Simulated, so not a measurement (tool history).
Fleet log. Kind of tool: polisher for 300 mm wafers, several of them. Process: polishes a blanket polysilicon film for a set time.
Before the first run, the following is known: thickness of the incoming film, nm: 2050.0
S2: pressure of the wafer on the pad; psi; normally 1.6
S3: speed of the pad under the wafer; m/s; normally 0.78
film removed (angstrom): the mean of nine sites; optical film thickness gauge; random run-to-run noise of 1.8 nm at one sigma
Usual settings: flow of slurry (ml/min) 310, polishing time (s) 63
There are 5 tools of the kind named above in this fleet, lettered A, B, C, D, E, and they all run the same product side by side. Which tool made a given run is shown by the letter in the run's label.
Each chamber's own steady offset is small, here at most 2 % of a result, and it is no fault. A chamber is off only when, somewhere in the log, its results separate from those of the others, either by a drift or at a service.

{"run": "1A", "hour": 5.3, "flow of slurry (ml/min)": 310, "S2": 1.6, "S3": 0.78, "polishing time (s)": 63, "film removed (angstrom)": 2127.8}
{"run": "2C", "hour": 9.2, "flow of slurry (ml/min)": 310, "S2": 1.6, "S3": 0.78, "polishing time (s)": 63, "film removed (angstrom)": 2085.7}
{"run": "3E", "hour": 15.1, "flow of slurry (ml/min)": 310, "S2": 1.6, "S3": 0.78, "polishing time (s)": 63, "film removed (angstrom)": 2075.4}
{"run": "4B", "hour": 21.1, "flow of slurry (ml/min)": 310, "S2": 1.6, "S3": 0.78, "polishing time (s)": 63, "film removed (angstrom)": 2075.0}
{"run": "5D", "hour": 25.2, "flow of slurry (ml/min)": 310, "S2": 1.6, "S3": 0.78, "polishing time (s)": 63, "film removed (angstrom)": 2086.0}
{"run": "6C", "hour": 29.5, "flow of slurry (ml/min)": 310, "S2": 1.6, "S3": 0.78, "polishing time (s)": 63, "film removed (angstrom)": 2059.4}
{"hour": 33.4, "done": "chamber C: worn pad replaced by a new one"}
{"run": "7A", "hour": 33.6, "flow of slurry (ml/min)": 310, "S2": 1.6, "S3": 0.78, "polishing time (s)": 63, "film removed (angstrom)": 2131.8}
{"hour": 35.6, "done": "chamber E: worn pad replaced by a new one"}
{"hour": 38.7, "done": "chamber D: slurry nozzle cleaned"}
{"run": "8E", "hour": 39.6, "flow of slurry (ml/min)": 310, "S2": 1.6, "S3": 0.78, "polishing time (s)": 45, "film removed (angstrom)": 1498.9}
{"run": "9B", "hour": 44.3, "flow of slurry (ml/min)": 310, "S2": 1.6, "S3": 0.78, "polishing time (s)": 45, "film removed (angstrom)": 1461.8}
{"run": "10D", "hour": 48.4, "flow of slurry (ml/min)": 310, "S2": 1.6, "S3": 0.78, "polishing time (s)": 45, "film removed (angstrom)": 1496.7}
{"run": "11B", "hour": 54.2, "flow of slurry (ml/min)": 310, "S2": 1.6, "S3": 0.78, "polishing time (s)": 45, "film removed (angstrom)": 1484.0}
{"run": "12D", "hour": 57.6, "flow of slurry (ml/min)": 310, "S2": 1.6, "S3": 0.78, "polishing time (s)": 45, "film removed (angstrom)": 1484.4}
{"run": "13E", "hour": 63.2, "flow of slurry (ml/min)": 250, "S2": 1.1, "S3": 0.78, "polishing time (s)": 63, "film removed (angstrom)": 1384.9}
{"run": "14C", "hour": 66.2, "flow of slurry (ml/min)": 250, "S2": 1.1, "S3": 0.78, "polishing time (s)": 63, "film removed (angstrom)": 1397.9}
{"run": "15A", "hour": 70.6, "flow of slurry (ml/min)": 250, "S2": 1.1, "S3": 0.78, "polishing time (s)": 63, "film removed (angstrom)": 1438.0}
{"hour": 74.6, "done": "chamber D: worn pad replaced by a new one"}
{"run": "16A", "hour": 74.8, "flow of slurry (ml/min)": 250, "S2": 1.1, "S3": 0.78, "polishing time (s)": 63, "film removed (angstrom)": 1443.0}
{"run": "17E", "hour": 78.0, "flow of slurry (ml/min)": 250, "S2": 1.1, "S3": 0.78, "polishing time (s)": 63, "film removed (angstrom)": 1402.6}
{"run": "18B", "hour": 84.3, "flow of slurry (ml/min)": 310, "S2": 1.6, "S3": 0.78, "polishing time (s)": 63, "film removed (angstrom)": 2015.9}
{"run": "19C", "hour": 88.8, "flow of slurry (ml/min)": 310, "S2": 1.6, "S3": 0.78, "polishing time (s)": 63, "film removed (angstrom)": 2089.5}
{"run": "20D", "hour": 93.3, "flow of slurry (ml/min)": 310, "S2": 1.6, "S3": 0.78, "polishing time (s)": 63, "film removed (angstrom)": 2105.9}
{"hour": 93.7, "done": "chamber C: head pressure recalibrated"}
{"run": "21C", "hour": 96.8, "flow of slurry (ml/min)": 310, "S2": 1.6, "S3": 0.78, "polishing time (s)": 63, "film removed (angstrom)": 2078.6}
{"run": "22A", "hour": 100.9, "flow of slurry (ml/min)": 310, "S2": 1.6, "S3": 0.78, "polishing time (s)": 63, "film removed (angstrom)": 2115.7}
{"hour": 104.5, "done": "chamber C: worn pad replaced by a new one"}
{"run": "23E", "hour": 105.7, "flow of slurry (ml/min)": 310, "S2": 1.6, "S3": 0.78, "polishing time (s)": 63, "film removed (angstrom)": 2085.1}
{"hour": 108.5, "done": "chamber A: worn pad replaced by a new one"}
{"run": "24B", "hour": 109.0, "flow of slurry (ml/min)": 310, "S2": 1.6, "S3": 0.78, "polishing time (s)": 63, "film removed (angstrom)": 1951.6}
{"run": "25D", "hour": 114.8, "flow of slurry (ml/min)": 310, "S2": 1.6, "S3": 0.78, "polishing time (s)": 63, "film removed (angstrom)": 2081.6}
{"hour": 115.7, "done": "chamber E: worn pad replaced by a new one"}
{"run": "26D", "hour": 120.2, "flow of slurry (ml/min)": 310, "S2": 1.6, "S3": 0.78, "polishing time (s)": 63, "film removed (angstrom)": 2096.4}
{"hour": 123.0, "done": "chamber D: head pressure recalibrated"}
{"run": "27A", "hour": 124.3, "flow of slurry (ml/min)": 310, "S2": 1.6, "S3": 0.78, "polishing time (s)": 63, "film removed (angstrom)": 2136.9}
{"run": "28C", "hour": 127.3, "flow of slurry (ml/min)": 310, "S2": 1.6, "S3": 0.78, "polishing time (s)": 63, "film removed (angstrom)": 2119.3}
{"run": "29B", "hour": 130.9, "flow of slurry (ml/min)": 310, "S2": 1.6, "S3": 0.78, "polishing time (s)": 63, "film removed (angstrom)": 1972.3}
{"run": "30E", "hour": 135.6, "flow of slurry (ml/min)": 310, "S2": 1.6, "S3": 0.78, "polishing time (s)": 63, "film removed (angstrom)": 2095.2}
{"run": "31D", "hour": 139.9, "flow of slurry (ml/min)": 310, "S2": 1.6, "S3": 0.78, "polishing time (s)": 63, "film removed (angstrom)": 2075.2}

Next, every chamber runs the same settings. What will each give?
{"run": "32A", "hour": 144.6, "flow of slurry (ml/min)": 250, "S2": 1.6, "S3": 0.78, "polishing time (s)": 63, "film removed (angstrom)": "?"}
{"run": "32B", "hour": 144.6, "flow of slurry (ml/min)": 250, "S2": 1.6, "S3": 0.78, "polishing time (s)": 63, "film removed (angstrom)": "?"}
{"run": "32C", "hour": 144.6, "flow of slurry (ml/min)": 250, "S2": 1.6, "S3": 0.78, "polishing time (s)": 63, "film removed (angstrom)": "?"}
{"run": "32D", "hour": 144.6, "flow of slurry (ml/min)": 250, "S2": 1.6, "S3": 0.78, "polishing time (s)": 63, "film removed (angstrom)": "?"}
{"run": "32E", "hour": 144.6, "flow of slurry (ml/min)": 250, "S2": 1.6, "S3": 0.78, "polishing time (s)": 63, "film removed (angstrom)": "?"}

run=32A film_removed_(angstrom)=2103.3
run=32B film_removed_(angstrom)=1907.6
run=32C film_removed_(angstrom)=2069.4
run=32D film_removed_(angstrom)=2054.4
run=32E film_removed_(angstrom)=2063.7
